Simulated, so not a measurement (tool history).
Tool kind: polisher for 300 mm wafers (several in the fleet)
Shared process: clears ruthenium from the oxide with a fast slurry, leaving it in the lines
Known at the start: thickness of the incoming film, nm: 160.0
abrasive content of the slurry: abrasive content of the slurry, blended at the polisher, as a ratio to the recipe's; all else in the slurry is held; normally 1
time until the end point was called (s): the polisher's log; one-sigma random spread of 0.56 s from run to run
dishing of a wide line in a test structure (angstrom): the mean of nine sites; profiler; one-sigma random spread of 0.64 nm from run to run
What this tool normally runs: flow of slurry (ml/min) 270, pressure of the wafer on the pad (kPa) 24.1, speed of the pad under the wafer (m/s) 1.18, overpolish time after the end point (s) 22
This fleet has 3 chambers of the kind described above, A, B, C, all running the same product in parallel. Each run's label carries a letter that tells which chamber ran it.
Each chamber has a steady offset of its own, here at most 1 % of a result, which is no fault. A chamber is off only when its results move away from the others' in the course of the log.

run	day	flow of slurry (ml/min)	pressure of the wafer on the pad (kPa)	speed of the pad under the wafer (m/s)	abrasive content of the slurry	overpolish time after the end point (s)	time until the end point was called (s)	dishing of a wide line in a test structure (angstrom)
1C	0.433	270	24.1	1.18	1	22	29.683	613.18
# day 0.625: chamber B: worn pad replaced by a new one
# day 0.729: chamber B: slurry blender recalibrated
2B	0.983	270	24.1	1.18	1	22	29.21	600.54
3A	1.425	270	24.1	1.18	1	22	29.075	599.44
# day 1.633: chamber C: slurry blender recalibrated
4C	1.854	270	24.1	1.18	1	22	28.544	599.74
# day 2.358: chamber C: worn pad replaced by a new one
5A	2.483	270	24.1	1.18	1	22	28.773	605.17
# day 2.625: chamber B: slurry nozzle cleaned
6B	2.892	270	24.1	1.18	1	22	28.617	605.82
7A	3.338	270	24.1	1.18	1	22	29.029	597.18
# day 3.404: chamber A: worn pad replaced by a new one
# day 3.408: chamber B: worn pad replaced by a new one
8B	3.912	270	24.1	1.18	1	22	27.962	600.35
9C	4.246	270	24.1	1.18	1	22	28.232	612.84
# day 4.596: chamber C: slurry nozzle cleaned
10B	4.933	270	24.1	1.18	1	22	29.562	597.4
11C	5.379	270	24.1	1.18	1	22	30.041	599.99
# day 5.804: chamber B: worn pad replaced by a new one
12A	5.862	270	24.1	1.18	1	22	29.885	613.37
# day 6.367: chamber B: head pressure recalibrated
13C	6.371	270	24.1	1.18	1	22	28.977	600.97
# day 6.446: chamber C: worn pad replaced by a new one
14B	6.883	270	24.1	1.18	1	22	28.816	597.89
15A	7.425	270	24.1	1.18	1	22	29.263	598.54
# day 7.608: chamber A: slurry nozzle cleaned
# day 7.85: chamber A: worn pad replaced by a new one
16C	7.979	270	24.1	1.18	1	22	29.09	601.95
17B	8.279	270	24.1	1.18	1	22	29.07	595.93
# day 8.362: chamber B: worn pad replaced by a new one
18A	8.725	270	24.1	1.18	1	22	28.755	613.08
19A	9.088	270	24.1	1.18	1	22	27.804	610.01
20B	9.612	270	24.1	0.9	1	22	37.591	533.16
# day 10.142: chamber C: head pressure recalibrated
21C	10.288	270	24.1	0.9	1	22	38.383	514.05
# day 10.308: chamber C: worn pad replaced by a new one
# day 10.638: chamber B: worn pad replaced by a new one
22A	10.679	270	24.1	0.9	1	22	38.218	534.42
23B	11.183	270	24.1	1.18	1	22	29.157	602.93
# day 11.788: chamber A: worn pad replaced by a new one
24C	11.833	270	24.1	1.18	1	22	29.641	608.73
25B	12.192	325	30.3	1.18	1	22	22.371	671.34
# day 12.388: chamber A: slurry blender recalibrated
26A	12.533	325	30.3	1.18	1	22	23.137	675.76

Read the log: is a single chamber off, either drifting away or since a service, is the gauge that measures every chamber drifting, or is nothing wrong beyond small per-chamber offsets? Name any odd chamber and what most likely caused it.

All chambers stay in line apart from their small fixed offsets, and the gauge does not drift.
